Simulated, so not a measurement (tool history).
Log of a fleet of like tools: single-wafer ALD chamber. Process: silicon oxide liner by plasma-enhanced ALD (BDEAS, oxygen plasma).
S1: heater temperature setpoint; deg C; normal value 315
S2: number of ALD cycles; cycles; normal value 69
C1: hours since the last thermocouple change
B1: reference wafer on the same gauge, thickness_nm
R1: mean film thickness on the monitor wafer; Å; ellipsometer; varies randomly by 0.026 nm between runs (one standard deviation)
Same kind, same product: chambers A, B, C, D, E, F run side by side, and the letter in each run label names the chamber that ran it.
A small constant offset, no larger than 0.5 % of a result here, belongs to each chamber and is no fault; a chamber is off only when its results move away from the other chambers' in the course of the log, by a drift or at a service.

Run 1A, hour 5.9: usual settings; C1 1101.0; B1 7.4702. Result: R1 62.407 Å.
Run 2C, hour 11.9: usual settings; C1 399.6; B1 7.4653. Result: R1 63.384 Å.
Run 3E, hour 18.8: usual settings; C1 756.6; B1 7.4719. Result: R1 62.845 Å.
Run 4D, hour 28.7: usual settings; C1 324.7; B1 7.4689. Result: R1 62.474 Å.
Run 5F, hour 36.3: usual settings but S1 330 deg C; C1 616.4; B1 7.4644. Result: R1 61.384 Å.
Run 6B, hour 45.8: usual settings but S1 330 deg C; C1 685.6; B1 7.4688. Result: R1 61.525 Å.
Run 7C, hour 56.9: usual settings but S1 330 deg C; C1 444.6; B1 7.4647. Result: R1 61.165 Å.
Run 8A, hour 62.1: usual settings but S1 330 deg C; C1 1157.2; B1 7.4813. Result: R1 61.336 Å.
Run 9B, hour 71.8: usual settings but S1 330 deg C; C1 711.6; B1 7.4656. Result: R1 61.658 Å.
Run 10D, hour 78.0: usual settings but S1 330 deg C; C1 374.0; B1 7.4734. Result: R1 61.832 Å.
Run 11E, hour 83.4: usual settings; C1 821.2; B1 7.4683. Result: R1 63.272 Å.
Run 12F, hour 88.6: usual settings; C1 668.7; B1 7.4701. Result: R1 63.070 Å.
Run 13D, hour 94.9: usual settings; C1 390.9; B1 7.4668. Result: R1 62.815 Å.
Run 14E, hour 100.7: usual settings but S1 330 deg C; C1 838.5; B1 7.4638. Result: R1 61.608 Å.
Run 15A, hour 112.1: usual settings but S1 330 deg C; C1 1207.2; B1 7.4791. Result: R1 61.488 Å.
Run 16F, hour 119.5: usual settings but S1 330 deg C; C1 699.6; B1 7.4775. Result: R1 61.568 Å.
Run 17C, hour 128.8: usual settings but S1 330 deg C; C1 516.5; B1 7.4726. Result: R1 61.641 Å.
Run 18B, hour 135.3: usual settings but S1 330 deg C; C1 775.1; B1 7.4647. Result: R1 61.521 Å.
Run 19E, hour 140.7: usual settings but S1 330 deg C; C1 878.5; B1 7.4697. Result: R1 61.367 Å.
Run 20D, hour 149.9: usual settings; C1 445.9; B1 7.4729. Result: R1 62.600 Å.
Run 21A, hour 157.0: usual settings; C1 1252.1; B1 7.4625. Result: R1 62.199 Å.
Run 22B, hour 168.5: usual settings; C1 808.3; B1 7.4736. Result: R1 62.617 Å.
Run 23F, hour 180.6: usual settings; C1 760.7; B1 7.4716. Result: R1 62.682 Å.
Run 24C, hour 191.8: usual settings; C1 579.5; B1 7.4689. Result: R1 63.142 Å.
Run 25F, hour 203.8: usual settings; C1 783.9; B1 7.4725. Result: R1 62.894 Å.
Run 26A, hour 210.6: usual settings; C1 1305.7; B1 7.4706. Result: R1 62.535 Å.
Run 27B, hour 221.3: usual settings; C1 861.1; B1 7.4733. Result: R1 62.984 Å.
Run 28E, hour 230.6: usual settings; C1 968.4; B1 7.4758. Result: R1 63.040 Å.
Run 29C, hour 242.1: usual settings; C1 629.8; B1 7.4659. Result: R1 62.496 Å.
Run 30D, hour 249.4: usual settings but S1 322 deg C; C1 545.4; B1 7.4722. Result: R1 62.429 Å.
Run 31A, hour 261.4: usual settings but S1 322 deg C; C1 1356.5; B1 7.4750. Result: R1 62.030 Å.
Run 32C, hour 271.6: usual settings but S1 322 deg C; C1 659.3; B1 7.4718. Result: R1 62.053 Å.
Run 33E, hour 281.5: usual settings but S1 322 deg C; C1 1019.3; B1 7.4729. Result: R1 62.758 Å.
Run 34B, hour 292.5: usual settings but S1 322 deg C; C1 932.3; B1 7.4647. Result: R1 62.606 Å.
Run 35D, hour 302.4: usual settings but S1 322 deg C; C1 598.4; B1 7.4732. Result: R1 62.235 Å.
Run 36F, hour 308.0: usual settings but S1 309 deg C, S2 74 cycles; C1 888.1; B1 7.4810. Result: R1 67.919 Å.

For the next run the whole fleet of 6 chambers uses the same settings. Give each chamber's results:
Run 37A, hour 316.7: usual settings. Result: R1 ?.
Run 37B, hour 316.7: usual settings. Result: R1 ?.
Run 37C, hour 316.7: usual settings. Result: R1 ?.
Run 37D, hour 316.7: usual settings. Result: R1 ?.
Run 37E, hour 316.7: usual settings. Result: R1 ?.
Run 37F, hour 316.7: usual settings. Result: R1 ?.

run      R1
37A  62.763
37B  62.885
37C  63.452
37D  63.028
37E  63.054
37F  62.897

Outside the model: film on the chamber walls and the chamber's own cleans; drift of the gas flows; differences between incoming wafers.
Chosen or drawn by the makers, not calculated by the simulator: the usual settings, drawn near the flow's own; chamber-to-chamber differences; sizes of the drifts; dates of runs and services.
